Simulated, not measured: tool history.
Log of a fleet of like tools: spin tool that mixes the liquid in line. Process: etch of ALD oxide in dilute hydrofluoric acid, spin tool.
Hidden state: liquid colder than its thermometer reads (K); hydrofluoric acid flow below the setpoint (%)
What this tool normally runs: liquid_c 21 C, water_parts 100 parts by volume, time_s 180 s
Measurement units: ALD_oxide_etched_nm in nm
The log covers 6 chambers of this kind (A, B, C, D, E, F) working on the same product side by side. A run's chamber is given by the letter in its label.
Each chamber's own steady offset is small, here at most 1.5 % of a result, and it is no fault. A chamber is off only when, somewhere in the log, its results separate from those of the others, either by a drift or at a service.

run,hour,liquid_c,water_parts,time_s,hours since the thermometer was replaced,hours since the hydrofluoric acid flow meter was replaced,"read-back film thickness of the ALD oxide reference wafer, read on the same gauge (nm)",ALD_oxide_etched_nm
1C,4.1,21,100,180,659,1248.8,59.975,30.877
2A,7.9,21,100,180,712.9,347.7,60.01,29.953
3D,12.8,21,100,180,2465.3,22.6,60.013,30.376
4E,20.1,21,100,180,1146,736.4,59.984,30.364
5F,25.3,18,100,180,1495,608.8,60.012,27.095
# hour 27.9: chamber D: thermometer replaced
6B,29.4,18,100,180,361.4,677.8,60.027,26.598
7E,33.9,18,100,180,1159.8,750.2,59.987,27.396
8A,39.6,18,100,180,744.6,379.4,59.978,26.846
9B,43.6,18,100,180,375.6,692,59.988,26.75
10F,49.3,18,100,180,1519,632.8,59.94,26.761
11D,56.1,21,100,180,28.2,65.9,60.04,30.888
12C,61.2,21,100,180,716.1,1305.9,59.99,31.153
13D,67.9,21,100,180,40,77.7,60.025,30.437
14B,71.4,21,100,180,403.4,719.8,59.991,30.462
15F,75.2,21,100,180,1544.9,658.7,59.994,30.323
# hour 78.2: chamber F: hydrofluoric acid flow meter replaced
16E,79.9,21,100,180,1205.8,796.2,60.002,31.171
17C,84.8,21,100,180,739.7,1329.5,60.019,30.798
18A,91.5,21,100,180,796.5,431.3,60.057,30.583
# hour 92: chamber F: thermometer replaced
19E,96.3,21,100,180,1222.2,812.6,59.961,30.506
20C,99.9,21,100,180,754.8,1344.6,60.001,30.954
21A,106,21,100,180,811,445.8,60.027,30.564
22F,111.8,21,100,180,19.9,33.6,60.003,30.895
23D,117.6,21,100,180,89.7,127.4,59.999,30.662
24B,124.8,21,100,180,456.8,773.2,60.009,29.504
25D,130.6,21,100,180,102.7,140.4,60.012,30.86
26E,135.5,21,100,180,1261.4,851.8,59.994,30.78
27A,140.1,21,100,265,845.1,479.9,59.996,45.143
28B,144.9,21,100,265,476.9,793.3,60.019,43.579
29C,151.1,21,100,265,806,1395.8,60.008,45.703
30F,157.9,21,100,265,66,79.7,59.973,45.246
31E,164.8,21,100,265,1290.7,881.1,60.006,45.11
32D,172.1,21,100,265,144.2,181.9,59.974,45.357
33A,175.3,21,100,180,880.3,515.1,59.993,30.542
34F,179,21,100,180,87.1,100.8,60.038,30.667
35C,183.8,21,100,180,838.7,1428.5,59.988,30.607
36B,187.3,21,100,180,519.3,835.7,60.033,28.666
37E,191.2,21,100,245,1317.1,907.5,60.013,41.192
38D,196.1,21,100,245,168.2,205.9,60.001,41.724
39B,202.5,21,100,245,534.5,850.9,59.96,38.837
40A,209.5,21,100,245,914.5,549.3,59.992,41.51
41C,213.4,21,100,245,868.3,1458.1,59.986,41.988
42F,218.2,21,100,245,126.3,140,60.022,41.868
43E,222.9,21,100,180,1348.8,939.2,59.998,30.471

Predict what each chamber gives when all 6 of them run the settings below next.
44A,228.1,21,100,180,,,,?
44B,228.1,21,100,180,,,,?
44C,228.1,21,100,180,,,,?
44D,228.1,21,100,180,,,,?
44E,228.1,21,100,180,,,,?
44F,228.1,21,100,180,,,,?

run,ALD_oxide_etched_nm
44A,30.283
44B,27.884
44C,30.987
44D,30.578
44E,30.575
44F,30.799
